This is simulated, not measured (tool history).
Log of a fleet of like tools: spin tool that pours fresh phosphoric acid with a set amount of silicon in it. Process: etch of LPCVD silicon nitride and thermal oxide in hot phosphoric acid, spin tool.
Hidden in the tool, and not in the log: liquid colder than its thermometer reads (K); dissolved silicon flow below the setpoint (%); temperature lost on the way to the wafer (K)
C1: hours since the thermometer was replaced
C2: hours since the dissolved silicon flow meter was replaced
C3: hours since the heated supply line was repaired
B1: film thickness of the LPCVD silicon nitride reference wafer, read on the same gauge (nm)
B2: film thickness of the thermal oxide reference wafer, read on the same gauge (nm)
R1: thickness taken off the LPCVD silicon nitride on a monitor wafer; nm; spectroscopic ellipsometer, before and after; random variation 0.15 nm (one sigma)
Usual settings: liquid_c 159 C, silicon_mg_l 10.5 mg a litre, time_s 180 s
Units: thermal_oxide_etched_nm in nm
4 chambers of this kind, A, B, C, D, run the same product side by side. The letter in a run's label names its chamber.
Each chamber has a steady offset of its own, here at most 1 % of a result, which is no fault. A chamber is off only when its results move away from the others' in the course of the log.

run 1C hour=5 | liquid_c=159 silicon_mg_l=10.5 time_s=180 | C1=394.5 C2=886 C3=45.5 | B1=99.981 B2=70.003 | R1=16.742 thermal_oxide_etched_nm=0.41489
run 2D hour=9.7 | liquid_c=159 silicon_mg_l=10.5 time_s=180 | C1=501.6 C2=343.5 C3=227.1 | B1=100.01 B2=70.014 | R1=16.656 thermal_oxide_etched_nm=0.37914
run 3A hour=14.4 | liquid_c=159 silicon_mg_l=10.5 time_s=180 | C1=702.8 C2=105.5 C3=488.8 | B1=100.02 B2=69.998 | R1=16.863 thermal_oxide_etched_nm=0.39205
-- hour=16.8 chamber C: dissolved silicon flow meter replaced
run 4B hour=16.9 | liquid_c=159 silicon_mg_l=10.5 time_s=180 | C1=507.6 C2=482.4 C3=1022.5 | B1=99.984 B2=69.983 | R1=16.536 thermal_oxide_etched_nm=0.41448
run 5B hour=20.6 | liquid_c=157 silicon_mg_l=16 time_s=180 | C1=511.3 C2=486.1 C3=1026.2 | B1=100.01 B2=70 | R1=15.425 thermal_oxide_etched_nm=0.33775
run 6D hour=24.4 | liquid_c=157 silicon_mg_l=16 time_s=180 | C1=516.3 C2=358.2 C3=241.8 | B1=100.01 B2=69.991 | R1=15.748 thermal_oxide_etched_nm=0.29354
run 7C hour=26.8 | liquid_c=157 silicon_mg_l=16 time_s=180 | C1=416.3 C2=10.1 C3=67.3 | B1=100.02 B2=70.006 | R1=15.585 thermal_oxide_etched_nm=0.31764
run 8A hour=29.3 | liquid_c=157 silicon_mg_l=16 time_s=180 | C1=717.7 C2=120.4 C3=503.7 | B1=100 B2=70.013 | R1=15.634 thermal_oxide_etched_nm=0.29801
run 9C hour=33 | liquid_c=159 silicon_mg_l=10.5 time_s=180 | C1=422.5 C2=16.3 C3=73.5 | B1=99.999 B2=69.999 | R1=16.744 thermal_oxide_etched_nm=0.37477
run 10B hour=37.6 | liquid_c=159 silicon_mg_l=10.5 time_s=180 | C1=528.3 C2=503.1 C3=1043.2 | B1=100.01 B2=70.002 | R1=16.671 thermal_oxide_etched_nm=0.41325
run 11A hour=40.9 | liquid_c=159 silicon_mg_l=10.5 time_s=180 | C1=729.3 C2=132 C3=515.3 | B1=100.02 B2=69.976 | R1=16.641 thermal_oxide_etched_nm=0.4471
run 12D hour=44.5 | liquid_c=159 silicon_mg_l=10.5 time_s=180 | C1=536.4 C2=378.3 C3=261.9 | B1=99.991 B2=69.99 | R1=16.888 thermal_oxide_etched_nm=0.35318
run 13C hour=48.9 | liquid_c=159 silicon_mg_l=10.5 time_s=180 | C1=438.4 C2=32.2 C3=89.4 | B1=100.01 B2=69.98 | R1=16.903 thermal_oxide_etched_nm=0.36836
run 14B hour=52.6 | liquid_c=159 silicon_mg_l=10.5 time_s=180 | C1=543.3 C2=518.1 C3=1058.2 | B1=99.995 B2=70.002 | R1=16.672 thermal_oxide_etched_nm=0.41183
run 15A hour=55.8 | liquid_c=157.5 silicon_mg_l=10.5 time_s=180 | C1=744.2 C2=146.9 C3=530.2 | B1=100.01 B2=70.006 | R1=16.207 thermal_oxide_etched_nm=0.33602
run 16D hour=59.4 | liquid_c=157.5 silicon_mg_l=10.5 time_s=180 | C1=551.3 C2=393.2 C3=276.8 | B1=100.01 B2=70.011 | R1=15.855 thermal_oxide_etched_nm=0.36515
run 17C hour=62.5 | liquid_c=157.5 silicon_mg_l=10.5 time_s=180 | C1=452 C2=45.8 C3=103 | B1=99.997 B2=69.998 | R1=15.584 thermal_oxide_etched_nm=0.34472
run 18A hour=67.3 | liquid_c=157.5 silicon_mg_l=10.5 time_s=180 | C1=755.7 C2=158.4 C3=541.7 | B1=100.02 B2=70.025 | R1=16.022 thermal_oxide_etched_nm=0.3378
run 19D hour=69.6 | liquid_c=159 silicon_mg_l=10.5 time_s=255 | C1=561.5 C2=403.4 C3=287 | B1=100.01 B2=69.982 | R1=23.536 thermal_oxide_etched_nm=0.57843
run 20B hour=73.5 | liquid_c=159 silicon_mg_l=10.5 time_s=255 | C1=564.2 C2=539 C3=1079.1 | B1=99.983 B2=69.999 | R1=23.644 thermal_oxide_etched_nm=0.47656
run 21A hour=78.3 | liquid_c=159 silicon_mg_l=10.5 time_s=255 | C1=766.7 C2=169.4 C3=552.7 | B1=100.03 B2=69.996 | R1=23.62 thermal_oxide_etched_nm=0.50829
run 22D hour=81.7 | liquid_c=159 silicon_mg_l=10.5 time_s=255 | C1=573.6 C2=415.5 C3=299.1 | B1=100.01 B2=70 | R1=23.856 thermal_oxide_etched_nm=0.52975
run 23B hour=84.3 | liquid_c=161 silicon_mg_l=10.5 time_s=220 | C1=575 C2=549.8 C3=1089.9 | B1=100.01 B2=70.001 | R1=21.583 thermal_oxide_etched_nm=0.47576
run 24C hour=88.9 | liquid_c=161 silicon_mg_l=10.5 time_s=220 | C1=478.4 C2=72.2 C3=129.4 | B1=100.01 B2=70.011 | R1=21.373 thermal_oxide_etched_nm=0.46546
run 25D hour=92.6 | liquid_c=161 silicon_mg_l=10.5 time_s=220 | C1=584.5 C2=426.4 C3=310 | B1=100.02 B2=69.988 | R1=21.818 thermal_oxide_etched_nm=0.52963
-- hour=94.1 chamber B: thermometer replaced
run 26C hour=97.1 | liquid_c=161 silicon_mg_l=10.5 time_s=220 | C1=486.6 C2=80.4 C3=137.6 | B1=99.995 B2=69.996 | R1=21.125 thermal_oxide_etched_nm=0.43873
run 27B hour=101.4 | liquid_c=159 silicon_mg_l=7 time_s=180 | C1=7.3 C2=566.9 C3=1107 | B1=99.984 B2=70.001 | R1=16.731 thermal_oxide_etched_nm=0.36799
run 28A hour=104.3 | liquid_c=159 silicon_mg_l=7 time_s=180 | C1=792.7 C2=195.4 C3=578.7 | B1=99.992 B2=69.987 | R1=16.826 thermal_oxide_etched_nm=0.43893
run 29B hour=109.4 | liquid_c=159 silicon_mg_l=7 time_s=180 | C1=15.3 C2=574.9 C3=1115 | B1=99.997 B2=69.973 | R1=16.691 thermal_oxide_etched_nm=0.37032
run 30A hour=113.3 | liquid_c=159 silicon_mg_l=7 time_s=180 | C1=801.7 C2=204.4 C3=587.7 | B1=100.02 B2=69.996 | R1=16.559 thermal_oxide_etched_nm=0.41935
run 31D hour=116.2 | liquid_c=159 silicon_mg_l=10.5 time_s=180 | C1=608.1 C2=450 C3=333.6 | B1=100.01 B2=70.002 | R1=16.7 thermal_oxide_etched_nm=0.42278
run 32C hour=121 | liquid_c=159 silicon_mg_l=10.5 time_s=180 | C1=510.5 C2=104.3 C3=161.5 | B1=99.966 B2=69.999 | R1=15.722 thermal_oxide_etched_nm=0.3098
run 33A hour=125.9 | liquid_c=159 silicon_mg_l=10.5 time_s=180 | C1=814.3 C2=217 C3=600.3 | B1=99.96 B2=70.005 | R1=16.548 thermal_oxide_etched_nm=0.37744
run 34D hour=128.9 | liquid_c=159 silicon_mg_l=10.5 time_s=180 | C1=620.8 C2=462.7 C3=346.3 | B1=99.986 B2=69.992 | R1=16.989 thermal_oxide_etched_nm=0.38714
-- hour=130.5 chamber A: thermometer replaced
run 35C hour=131.2 | liquid_c=159 silicon_mg_l=10.5 time_s=180 | C1=520.7 C2=114.5 C3=171.7 | B1=99.979 B2=69.983 | R1=15.59 thermal_oxide_etched_nm=0.31092
run 36B hour=133.5 | liquid_c=159 silicon_mg_l=10.5 time_s=180 | C1=39.4 C2=599 C3=1139.1 | B1=99.994 B2=70.005 | R1=16.525 thermal_oxide_etched_nm=0.4027
run 37A hour=137 | liquid_c=161 silicon_mg_l=6.5 time_s=180 | C1=6.6 C2=228.1 C3=611.4 | B1=99.991 B2=69.988 | R1=18.235 thermal_oxide_etched_nm=0.47447
run 38B hour=141.5 | liquid_c=161 silicon_mg_l=6.5 time_s=180 | C1=47.4 C2=607 C3=1147.1 | B1=99.99 B2=70.022 | R1=17.827 thermal_oxide_etched_nm=0.54506

Is one chamber off against the others, does the gauge drift, or is nothing wrong? If a chamber is off, say which, and what the likeliest cause is.

Chamber C drifts away from the others.
Cause: liquid colder than its thermometer reads (K) = 2.3.
The log may not tell that from: temperature lost on the way to the wafer (K).

Here are 4 candidates for chamber C's next run, each the usual settings with a change, their results left as question marks. Which one brings its results back in line with what the others give on the usual settings?
In line means no further than this from the other chambers' mean on the usual settings: R1 0.52 nm; thermal_oxide_etched_nm 0.1 nm
run 39C-1 hour=145.2 | liquid_c=158 silicon_mg_l=13.5 time_s=170 | R1=? thermal_oxide_etched_nm=?
run 39C-2 hour=145.2 | liquid_c=159 silicon_mg_l=9.5 time_s=185 | R1=? thermal_oxide_etched_nm=?
run 39C-3 hour=145.2 | liquid_c=159 silicon_mg_l=11.5 time_s=175 | R1=? thermal_oxide_etched_nm=?
run 39C-4 hour=145.2 | liquid_c=160 silicon_mg_l=7.5 time_s=190 | R1=? thermal_oxide_etched_nm=?

The other chambers' mean on the usual settings: R1 16.768 nm; thermal_oxide_etched_nm 0.37606 nm
run=39C-1 R1=14.094 thermal_oxide_etched_nm=0.24572
run=39C-2 R1=15.876 thermal_oxide_etched_nm=0.31639
run=39C-3 R1=15.018 thermal_oxide_etched_nm=0.28613
run=39C-4 R1=16.875 thermal_oxide_etched_nm=0.36595
39C-4 brings the chamber back in line.

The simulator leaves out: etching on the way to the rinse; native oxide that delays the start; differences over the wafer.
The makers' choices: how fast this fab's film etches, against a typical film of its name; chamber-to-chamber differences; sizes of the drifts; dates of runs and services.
